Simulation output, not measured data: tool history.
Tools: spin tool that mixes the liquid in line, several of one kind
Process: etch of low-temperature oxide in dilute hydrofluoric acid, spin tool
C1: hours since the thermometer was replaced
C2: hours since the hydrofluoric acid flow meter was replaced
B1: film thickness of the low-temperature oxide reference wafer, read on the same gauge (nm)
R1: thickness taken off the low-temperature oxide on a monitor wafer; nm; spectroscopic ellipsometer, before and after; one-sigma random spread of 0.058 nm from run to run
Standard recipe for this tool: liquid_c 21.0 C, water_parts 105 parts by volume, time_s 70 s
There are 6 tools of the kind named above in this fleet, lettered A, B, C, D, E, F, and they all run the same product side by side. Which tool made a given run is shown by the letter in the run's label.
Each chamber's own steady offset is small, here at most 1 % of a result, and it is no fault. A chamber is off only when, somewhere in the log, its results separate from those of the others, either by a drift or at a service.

run 1A hour=4.2 | liquid_c=21.0 water_parts=105 time_s=70 | C1=935.3 C2=215.6 | B1=130.02 | R1=14.4310
run 2F hour=8.0 | liquid_c=21.0 water_parts=105 time_s=70 | C1=112.1 C2=70.8 | B1=129.96 | R1=14.3610
run 3B hour=10.9 | liquid_c=21.0 water_parts=105 time_s=70 | C1=284.9 C2=215.7 | B1=130.02 | R1=14.4730
run 4E hour=14.6 | liquid_c=21.0 water_parts=105 time_s=70 | C1=175.6 C2=869.3 | B1=129.98 | R1=14.3680
run 5C hour=17.3 | liquid_c=21.0 water_parts=105 time_s=70 | C1=232.6 C2=666.2 | B1=130.00 | R1=14.4500
run 6D hour=22.7 | liquid_c=21.0 water_parts=105 time_s=70 | C1=533.4 C2=579.0 | B1=129.97 | R1=14.4830
run 7F hour=27.5 | liquid_c=21.0 water_parts=105 time_s=70 | C1=131.6 C2=90.3 | B1=130.01 | R1=14.2350
run 8E hour=31.7 | liquid_c=21.0 water_parts=105 time_s=70 | C1=192.7 C2=886.4 | B1=130.00 | R1=14.4030
run 9A hour=35.9 | liquid_c=21.0 water_parts=105 time_s=70 | C1=967.0 C2=247.3 | B1=130.01 | R1=14.3820
run 10B hour=39.7 | liquid_c=21.0 water_parts=105 time_s=70 | C1=313.7 C2=244.5 | B1=130.01 | R1=14.4900
run 11D hour=42.4 | liquid_c=21.0 water_parts=105 time_s=90 | C1=553.1 C2=598.7 | B1=129.99 | R1=18.5380
run 12C hour=45.7 | liquid_c=21.0 water_parts=105 time_s=90 | C1=261.0 C2=694.6 | B1=130.02 | R1=18.5870
run 13A hour=49.2 | liquid_c=21.0 water_parts=105 time_s=90 | C1=980.3 C2=260.6 | B1=130.02 | R1=18.8310
run 14D hour=54.3 | liquid_c=21.0 water_parts=105 time_s=90 | C1=565.0 C2=610.6 | B1=129.96 | R1=18.2900
run 15C hour=58.7 | liquid_c=21.0 water_parts=105 time_s=90 | C1=274.0 C2=707.6 | B1=130.02 | R1=18.4760
run 16B hour=62.9 | liquid_c=21.0 water_parts=105 time_s=90 | C1=336.9 C2=267.7 | B1=129.99 | R1=18.6750
run 17F hour=65.3 | liquid_c=21.0 water_parts=105 time_s=70 | C1=169.4 C2=128.1 | B1=129.99 | R1=14.2550
run 18E hour=68.8 | liquid_c=21.0 water_parts=105 time_s=70 | C1=229.8 C2=923.5 | B1=130.02 | R1=14.3740
run 19B hour=72.0 | liquid_c=21.0 water_parts=105 time_s=70 | C1=346.0 C2=276.8 | B1=130.01 | R1=14.4140
run 20D hour=77.1 | liquid_c=21.0 water_parts=105 time_s=70 | C1=587.8 C2=633.4 | B1=130.03 | R1=14.1310
run 21F hour=82.2 | liquid_c=21.0 water_parts=105 time_s=70 | C1=186.3 C2=145.0 | B1=130.01 | R1=14.3120
run 22E hour=85.9 | liquid_c=21.0 water_parts=105 time_s=70 | C1=246.9 C2=940.6 | B1=130.01 | R1=14.4730
run 23A hour=89.3 | liquid_c=21.0 water_parts=105 time_s=70 | C1=1020.4 C2=300.7 | B1=130.00 | R1=14.4750
run 24C hour=93.2 | liquid_c=21.0 water_parts=105 time_s=70 | C1=308.5 C2=742.1 | B1=129.96 | R1=14.3970
run 25B hour=98.1 | liquid_c=25.5 water_parts=75 time_s=70 | C1=372.1 C2=302.9 | B1=129.98 | R1=24.9360
run 26F hour=101.2 | liquid_c=25.5 water_parts=75 time_s=70 | C1=205.3 C2=164.0 | B1=129.99 | R1=25.0640
run 27A hour=105.4 | liquid_c=25.5 water_parts=75 time_s=70 | C1=1036.5 C2=316.8 | B1=130.02 | R1=25.2210
run 28D hour=109.9 | liquid_c=25.5 water_parts=75 time_s=70 | C1=620.6 C2=666.2 | B1=130.01 | R1=24.1730
run 29C hour=113.2 | liquid_c=25.5 water_parts=75 time_s=70 | C1=328.5 C2=762.1 | B1=130.02 | R1=24.7420
run 30E hour=118.2 | liquid_c=25.5 water_parts=75 time_s=70 | C1=279.2 C2=972.9 | B1=130.00 | R1=25.0390
run 31A hour=121.5 | liquid_c=21.0 water_parts=105 time_s=70 | C1=1052.6 C2=332.9 | B1=130.04 | R1=14.5050
run 32D hour=126.0 | liquid_c=26.0 water_parts=130 time_s=70 | C1=636.7 C2=682.3 | B1=129.99 | R1=13.2590
run 33C hour=128.7 | liquid_c=26.0 water_parts=130 time_s=70 | C1=344.0 C2=777.6 | B1=129.97 | R1=13.7880
run 34F hour=131.7 | liquid_c=26.0 water_parts=130 time_s=70 | C1=235.8 C2=194.5 | B1=130.02 | R1=13.6110
run 35B hour=136.4 | liquid_c=26.0 water_parts=130 time_s=70 | C1=410.4 C2=341.2 | B1=129.98 | R1=13.7880
run 36E hour=139.8 | liquid_c=26.0 water_parts=130 time_s=70 | C1=300.8 C2=994.5 | B1=129.99 | R1=13.5550
run 37F hour=142.7 | liquid_c=26.0 water_parts=130 time_s=70 | C1=246.8 C2=205.5 | B1=130.01 | R1=13.6000
run 38B hour=147.5 | liquid_c=21.0 water_parts=105 time_s=70 | C1=421.5 C2=352.3 | B1=130.00 | R1=14.4540
run 39D hour=151.2 | liquid_c=21.0 water_parts=105 time_s=70 | C1=661.9 C2=707.5 | B1=130.03 | R1=13.6760

What goes on in this fleet: one chamber off, a drifting gauge, or nothing beyond the chambers' own small offsets? Name the chamber and the cause, if any.

Little by little, chamber D moves away from the other chambers.
Most likely cause: hydrofluoric acid flow below the setpoint (%) = 5.03.
Not necessarily distinguishable in this log from: liquid colder than its thermometer reads (K).

Chamber D could run next with any of the 4 candidate recipes listed below; each alters the usual settings, and their results appear as question marks. Which one brings its results back in line with what the other chambers deliver on the usual settings?
Counts as in line when no further than this from what the other chambers average on the usual settings: R1 0.2000 nm
run 40D-1 hour=155.1 | liquid_c=23.5 water_parts=105 time_s=70 | R1=?
run 40D-2 hour=155.1 | liquid_c=21.0 water_parts=110 time_s=70 | R1=?
run 40D-3 hour=155.1 | liquid_c=21.0 water_parts=115 time_s=70 | R1=?
run 40D-4 hour=155.1 | liquid_c=21.0 water_parts=100 time_s=70 | R1=?

Average result of the remaining chambers running the usual settings: R1 14.3850 nm
run=40D-1 R1=15.0590
run=40D-2 R1=12.9310
run=40D-3 R1=12.3050
run=40D-4 R1=14.3720
40D-4 brings the chamber back in line.
